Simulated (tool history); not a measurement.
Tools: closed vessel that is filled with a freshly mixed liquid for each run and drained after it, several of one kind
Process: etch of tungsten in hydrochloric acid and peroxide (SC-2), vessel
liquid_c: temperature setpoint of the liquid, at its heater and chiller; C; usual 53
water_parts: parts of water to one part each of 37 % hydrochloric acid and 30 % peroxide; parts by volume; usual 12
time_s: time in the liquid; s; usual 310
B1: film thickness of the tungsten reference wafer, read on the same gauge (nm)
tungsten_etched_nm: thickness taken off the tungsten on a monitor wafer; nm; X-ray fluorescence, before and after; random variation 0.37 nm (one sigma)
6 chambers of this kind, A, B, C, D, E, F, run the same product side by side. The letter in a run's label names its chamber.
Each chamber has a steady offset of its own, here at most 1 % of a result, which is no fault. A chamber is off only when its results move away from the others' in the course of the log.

{"run": "1D", "hour": 5.3, "liquid_c": 53, "water_parts": 12, "time_s": 310, "B1": 109.98, "tungsten_etched_nm": 42.233}
{"run": "2A", "hour": 14.7, "liquid_c": 53, "water_parts": 12, "time_s": 310, "B1": 110, "tungsten_etched_nm": 43.112}
{"run": "3B", "hour": 22.8, "liquid_c": 53, "water_parts": 12, "time_s": 310, "B1": 109.98, "tungsten_etched_nm": 43.581}
{"run": "4E", "hour": 28.3, "liquid_c": 53, "water_parts": 12, "time_s": 310, "B1": 109.99, "tungsten_etched_nm": 41.762}
{"run": "5C", "hour": 34.4, "liquid_c": 53, "water_parts": 12, "time_s": 310, "B1": 109.99, "tungsten_etched_nm": 41.859}
{"run": "6F", "hour": 46.2, "liquid_c": 53, "water_parts": 12, "time_s": 310, "B1": 110, "tungsten_etched_nm": 42.961}
{"run": "7E", "hour": 55.2, "liquid_c": 53, "water_parts": 12, "time_s": 310, "B1": 110, "tungsten_etched_nm": 42.698}
{"run": "8F", "hour": 63.6, "liquid_c": 53, "water_parts": 12, "time_s": 310, "B1": 110.01, "tungsten_etched_nm": 41.909}
{"hour": 64.1, "done": "chamber C: new drum of peroxide connected"}
{"run": "9A", "hour": 74.8, "liquid_c": 53, "water_parts": 16.5, "time_s": 310, "B1": 110.01, "tungsten_etched_nm": 32.446}
{"run": "10B", "hour": 83.2, "liquid_c": 53, "water_parts": 16.5, "time_s": 310, "B1": 110.02, "tungsten_etched_nm": 32.474}
{"run": "11C", "hour": 91.1, "liquid_c": 53, "water_parts": 16.5, "time_s": 310, "B1": 110, "tungsten_etched_nm": 31.921}
{"run": "12D", "hour": 100.1, "liquid_c": 53, "water_parts": 16.5, "time_s": 310, "B1": 110.01, "tungsten_etched_nm": 31.483}
{"run": "13B", "hour": 107.1, "liquid_c": 53, "water_parts": 16.5, "time_s": 310, "B1": 110.02, "tungsten_etched_nm": 32.292}
{"run": "14F", "hour": 117.3, "liquid_c": 53, "water_parts": 16.5, "time_s": 310, "B1": 110.01, "tungsten_etched_nm": 32.331}
{"hour": 118.0, "done": "chamber F: thermometer replaced"}
{"hour": 123.1, "done": "chamber E: new drum of peroxide connected"}
{"run": "15D", "hour": 126.8, "liquid_c": 53, "water_parts": 15, "time_s": 425, "B1": 109.98, "tungsten_etched_nm": 47.144}
{"run": "16E", "hour": 134.4, "liquid_c": 53, "water_parts": 15, "time_s": 425, "B1": 110, "tungsten_etched_nm": 48.567}
{"run": "17C", "hour": 143.0, "liquid_c": 53, "water_parts": 15, "time_s": 425, "B1": 110, "tungsten_etched_nm": 47.847}
{"run": "18A", "hour": 150.4, "liquid_c": 53, "water_parts": 15, "time_s": 425, "B1": 110, "tungsten_etched_nm": 48.117}
{"run": "19F", "hour": 157.0, "liquid_c": 53, "water_parts": 15, "time_s": 425, "B1": 109.99, "tungsten_etched_nm": 47.129}
{"run": "20C", "hour": 165.2, "liquid_c": 53, "water_parts": 15, "time_s": 425, "B1": 109.99, "tungsten_etched_nm": 47.203}
{"run": "21E", "hour": 176.2, "liquid_c": 53, "water_parts": 12, "time_s": 310, "B1": 109.99, "tungsten_etched_nm": 42.332}
{"run": "22D", "hour": 186.5, "liquid_c": 53, "water_parts": 12, "time_s": 310, "B1": 110.02, "tungsten_etched_nm": 42.347}
{"hour": 189.3, "done": "chamber A: chemicals flow meter replaced"}
{"run": "23A", "hour": 193.5, "liquid_c": 53, "water_parts": 12, "time_s": 310, "B1": 109.99, "tungsten_etched_nm": 42.2}
{"run": "24B", "hour": 202.5, "liquid_c": 53, "water_parts": 12, "time_s": 310, "B1": 110.01, "tungsten_etched_nm": 42.878}
{"run": "25C", "hour": 207.7, "liquid_c": 53, "water_parts": 12, "time_s": 310, "B1": 110, "tungsten_etched_nm": 42.263}
{"run": "26D", "hour": 213.0, "liquid_c": 53, "water_parts": 12, "time_s": 310, "B1": 110, "tungsten_etched_nm": 42.508}
{"run": "27B", "hour": 218.3, "liquid_c": 53, "water_parts": 12, "time_s": 310, "B1": 110, "tungsten_etched_nm": 43.261}
{"run": "28F", "hour": 223.8, "liquid_c": 53, "water_parts": 12, "time_s": 310, "B1": 109.99, "tungsten_etched_nm": 41.962}
{"hour": 226.7, "done": "chamber C: thermometer replaced"}
{"hour": 233.9, "done": "chamber B: new drum of peroxide connected"}
{"run": "29E", "hour": 234.6, "liquid_c": 53, "water_parts": 12, "time_s": 310, "B1": 110, "tungsten_etched_nm": 42.351}
{"run": "30A", "hour": 244.9, "liquid_c": 53, "water_parts": 12, "time_s": 310, "B1": 109.98, "tungsten_etched_nm": 43.342}
{"run": "31F", "hour": 250.6, "liquid_c": 53, "water_parts": 12, "time_s": 310, "B1": 110, "tungsten_etched_nm": 42.169}
{"hour": 259.6, "done": "chamber A: thermometer replaced"}
{"run": "32C", "hour": 260.2, "liquid_c": 53, "water_parts": 12, "time_s": 310, "B1": 109.99, "tungsten_etched_nm": 41.881}
{"run": "33D", "hour": 266.1, "liquid_c": 53, "water_parts": 12, "time_s": 310, "B1": 110.01, "tungsten_etched_nm": 42.222}
{"run": "34A", "hour": 274.0, "liquid_c": 53, "water_parts": 12, "time_s": 310, "B1": 110.01, "tungsten_etched_nm": 43.133}
{"run": "35E", "hour": 281.1, "liquid_c": 43.5, "water_parts": 12, "time_s": 210, "B1": 110.01, "tungsten_etched_nm": 15.181}
{"run": "36B", "hour": 292.8, "liquid_c": 43.5, "water_parts": 12, "time_s": 210, "B1": 110.01, "tungsten_etched_nm": 15.238}
{"run": "37D", "hour": 301.6, "liquid_c": 43.5, "water_parts": 12, "time_s": 210, "B1": 110.01, "tungsten_etched_nm": 14.963}

All 6 chambers run these settings next. Forecast each chamber's results:
{"run": "38A", "hour": 310.0, "liquid_c": 53, "water_parts": 12, "time_s": 480, "tungsten_etched_nm": "?"}
{"run": "38B", "hour": 310.0, "liquid_c": 53, "water_parts": 12, "time_s": 480, "tungsten_etched_nm": "?"}
{"run": "38C", "hour": 310.0, "liquid_c": 53, "water_parts": 12, "time_s": 480, "tungsten_etched_nm": "?"}
{"run": "38D", "hour": 310.0, "liquid_c": 53, "water_parts": 12, "time_s": 480, "tungsten_etched_nm": "?"}
{"run": "38E", "hour": 310.0, "liquid_c": 53, "water_parts": 12, "time_s": 480, "tungsten_etched_nm": "?"}
{"run": "38F", "hour": 310.0, "liquid_c": 53, "water_parts": 12, "time_s": 480, "tungsten_etched_nm": "?"}

run=38A tungsten_etched_nm=66.465
run=38B tungsten_etched_nm=66.659
run=38C tungsten_etched_nm=64.736
run=38D tungsten_etched_nm=65.443
run=38E tungsten_etched_nm=65.167
run=38F tungsten_etched_nm=65.125

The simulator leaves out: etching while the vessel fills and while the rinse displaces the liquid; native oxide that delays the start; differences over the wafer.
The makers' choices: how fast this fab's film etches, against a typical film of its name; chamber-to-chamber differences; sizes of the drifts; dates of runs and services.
